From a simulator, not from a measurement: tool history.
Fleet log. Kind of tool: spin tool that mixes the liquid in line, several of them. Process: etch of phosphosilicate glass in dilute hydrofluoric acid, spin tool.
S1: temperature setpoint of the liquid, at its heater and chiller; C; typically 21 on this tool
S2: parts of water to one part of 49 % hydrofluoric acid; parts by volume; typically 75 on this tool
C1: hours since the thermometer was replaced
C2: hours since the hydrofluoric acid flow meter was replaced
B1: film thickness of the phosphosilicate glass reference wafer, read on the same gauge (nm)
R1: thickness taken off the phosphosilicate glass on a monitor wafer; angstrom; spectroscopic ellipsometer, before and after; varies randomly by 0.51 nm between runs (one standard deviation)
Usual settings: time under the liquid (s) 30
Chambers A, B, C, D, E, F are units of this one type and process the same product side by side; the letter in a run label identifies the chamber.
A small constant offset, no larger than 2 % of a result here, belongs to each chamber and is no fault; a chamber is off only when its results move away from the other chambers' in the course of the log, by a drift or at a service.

run 1A day=0.221 | S1=21 S2=75 time_under_the_liquid_(s)=30 | C1=620.3 C2=482.0 | B1=140.01 | R1=532.71
run 2B day=0.471 | S1=21 S2=75 time_under_the_liquid_(s)=30 | C1=932.5 C2=1490.7 | B1=139.99 | R1=525.76
run 3D day=0.792 | S1=21 S2=75 time_under_the_liquid_(s)=30 | C1=942.8 C2=488.6 | B1=140.01 | R1=526.49
run 4C day=1.071 | S1=21 S2=75 time_under_the_liquid_(s)=30 | C1=76.7 C2=919.0 | B1=140.01 | R1=526.07
run 5E day=1.312 | S1=21 S2=75 time_under_the_liquid_(s)=30 | C1=179.6 C2=1020.5 | B1=139.99 | R1=522.09
run 6F day=1.550 | S1=21 S2=75 time_under_the_liquid_(s)=30 | C1=328.3 C2=816.4 | B1=140.02 | R1=535.09
run 7B day=1.904 | S1=21 S2=75 time_under_the_liquid_(s)=30 | C1=966.9 C2=1525.1 | B1=140.00 | R1=520.43
run 8C day=2.171 | S1=21 S2=75 time_under_the_liquid_(s)=30 | C1=103.1 C2=945.4 | B1=140.01 | R1=526.25
run 9A day=2.467 | S1=21 S2=75 time_under_the_liquid_(s)=30 | C1=674.2 C2=535.9 | B1=139.99 | R1=528.30
run 10E day=2.721 | S1=21 S2=75 time_under_the_liquid_(s)=30 | C1=213.4 C2=1054.3 | B1=140.01 | R1=530.17
run 11F day=3.021 | S1=21 S2=75 time_under_the_liquid_(s)=30 | C1=363.6 C2=851.7 | B1=139.99 | R1=526.47
run 12D day=3.279 | S1=21 S2=75 time_under_the_liquid_(s)=30 | C1=1002.5 C2=548.3 | B1=139.99 | R1=524.92
run 13D day=3.533 | S1=21 S2=75 time_under_the_liquid_(s)=30 | C1=1008.6 C2=554.4 | B1=139.98 | R1=525.53
run 14A day=3.854 | S1=21 S2=75 time_under_the_liquid_(s)=30 | C1=707.5 C2=569.2 | B1=140.01 | R1=522.82
run 15C day=4.192 | S1=21 S2=75 time_under_the_liquid_(s)=15 | C1=151.6 C2=993.9 | B1=140.00 | R1=262.25
run 16B day=4.408 | S1=21 S2=75 time_under_the_liquid_(s)=15 | C1=1027.0 C2=1585.2 | B1=139.98 | R1=271.20
run 17E day=4.650 | S1=21 S2=75 time_under_the_liquid_(s)=15 | C1=259.7 C2=1100.6 | B1=140.00 | R1=264.47
run 18F day=4.958 | S1=21 S2=75 time_under_the_liquid_(s)=15 | C1=410.1 C2=898.2 | B1=139.99 | R1=268.34
run 19A day=5.288 | S1=21 S2=75 time_under_the_liquid_(s)=15 | C1=741.9 C2=603.6 | B1=140.02 | R1=263.98
run 20E day=5.621 | S1=21 S2=75 time_under_the_liquid_(s)=15 | C1=283.0 C2=1123.9 | B1=140.01 | R1=264.62
run 21F day=5.958 | S1=21 S2=75 time_under_the_liquid_(s)=40 | C1=434.1 C2=922.2 | B1=140.01 | R1=708.51
-- day=6.117 chamber D: thermometer replaced
run 22C day=6.121 | S1=21 S2=75 time_under_the_liquid_(s)=40 | C1=197.9 C2=1040.2 | B1=139.99 | R1=694.66
run 23D day=6.421 | S1=21 S2=75 time_under_the_liquid_(s)=40 | C1=7.3 C2=623.7 | B1=139.98 | R1=701.47
-- day=6.621 chamber D: hydrofluoric acid flow meter replaced
run 24B day=6.729 | S1=21 S2=75 time_under_the_liquid_(s)=40 | C1=1082.7 C2=1640.9 | B1=140.00 | R1=740.12
run 25F day=6.992 | S1=21 S2=75 time_under_the_liquid_(s)=40 | C1=458.9 C2=947.0 | B1=140.00 | R1=704.34
run 26E day=7.300 | S1=21 S2=75 time_under_the_liquid_(s)=40 | C1=323.3 C2=1164.2 | B1=139.99 | R1=708.58
-- day=7.542 chamber A: thermometer replaced
run 27D day=7.546 | S1=21 S2=75 time_under_the_liquid_(s)=30 | C1=34.3 C2=22.3 | B1=140.03 | R1=520.79
-- day=7.642 chamber A: hydrofluoric acid flow meter replaced
run 28A day=7.867 | S1=21 S2=75 time_under_the_liquid_(s)=30 | C1=7.9 C2=5.5 | B1=140.01 | R1=530.12
run 29C day=8.121 | S1=21 S2=95 time_under_the_liquid_(s)=30 | C1=245.9 C2=1088.2 | B1=139.99 | R1=405.53
run 30B day=8.388 | S1=21 S2=95 time_under_the_liquid_(s)=30 | C1=1122.5 C2=1680.7 | B1=140.01 | R1=426.56
run 31F day=8.662 | S1=21 S2=95 time_under_the_liquid_(s)=30 | C1=499.0 C2=987.1 | B1=140.02 | R1=405.51
run 32C day=9.021 | S1=21 S2=95 time_under_the_liquid_(s)=30 | C1=267.5 C2=1109.8 | B1=140.00 | R1=408.70
run 33D day=9.379 | S1=21 S2=95 time_under_the_liquid_(s)=30 | C1=78.3 C2=66.3 | B1=140.01 | R1=399.25
run 34B day=9.675 | S1=21 S2=95 time_under_the_liquid_(s)=30 | C1=1153.4 C2=1711.6 | B1=140.01 | R1=436.47
run 35A day=9.946 | S1=24 S2=75 time_under_the_liquid_(s)=30 | C1=57.8 C2=55.4 | B1=140.02 | R1=605.09
run 36E day=10.117 | S1=24 S2=75 time_under_the_liquid_(s)=30 | C1=390.9 C2=1231.8 | B1=139.98 | R1=607.75
run 37D day=10.412 | S1=24 S2=75 time_under_the_liquid_(s)=30 | C1=103.1 C2=91.1 | B1=140.01 | R1=586.56
run 38B day=10.625 | S1=24 S2=75 time_under_the_liquid_(s)=30 | C1=1176.2 C2=1734.4 | B1=139.98 | R1=645.67
-- day=10.804 chamber E: hydrofluoric acid flow meter replaced
run 39A day=10.942 | S1=24 S2=75 time_under_the_liquid_(s)=30 | C1=81.7 C2=79.3 | B1=140.00 | R1=606.34
run 40F day=11.183 | S1=24 S2=75 time_under_the_liquid_(s)=30 | C1=559.5 C2=1047.6 | B1=140.01 | R1=588.69
run 41E day=11.354 | S1=21 S2=75 time_under_the_liquid_(s)=50 | C1=420.6 C2=13.2 | B1=140.02 | R1=873.65
run 42C day=11.583 | S1=21 S2=75 time_under_the_liquid_(s)=50 | C1=329.0 C2=1171.3 | B1=139.97 | R1=885.32
run 43A day=11.867 | S1=21 S2=75 time_under_the_liquid_(s)=50 | C1=103.9 C2=101.5 | B1=139.99 | R1=893.51
run 44B day=12.204 | S1=21 S2=75 time_under_the_liquid_(s)=50 | C1=1214.1 C2=1772.3 | B1=140.01 | R1=953.65

Which is it: a chamber that has drifted or been left off by a service, a gauge drift common to all chambers, or only each chamber's usual small offset? If a chamber is off, name it and its likeliest cause.

Chamber B drifts away from the others.
Likeliest cause: liquid hotter than its thermometer reads (K) = 2.02.
The log may not tell that from: hydrofluoric acid flow above the setpoint (%).

Which of the 4 candidates below, each the usual settings with something changed and its results left as question marks, puts chamber B back in line with what the other chambers give on the usual settings?
A result is in line if it is within this distance of the other chambers' mean on the usual settings: R1 18.00 angstrom
run 45B-1 day=12.462 | S1=21.0 S2=70 time_under_the_liquid_(s)=30 | R1=?
run 45B-2 day=12.462 | S1=21.0 S2=75 time_under_the_liquid_(s)=25 | R1=?
run 45B-3 day=12.462 | S1=21.5 S2=75 time_under_the_liquid_(s)=35 | R1=?
run 45B-4 day=12.462 | S1=19.0 S2=75 time_under_the_liquid_(s)=30 | R1=?

On the usual settings, the other chambers give on average: R1 529.27 angstrom
run=45B-1 R1=622.52
run=45B-2 R1=480.94
run=45B-3 R1=687.13
run=45B-4 R1=531.65
45B-4 is the one that brings the chamber's results back in line with the other chambers.
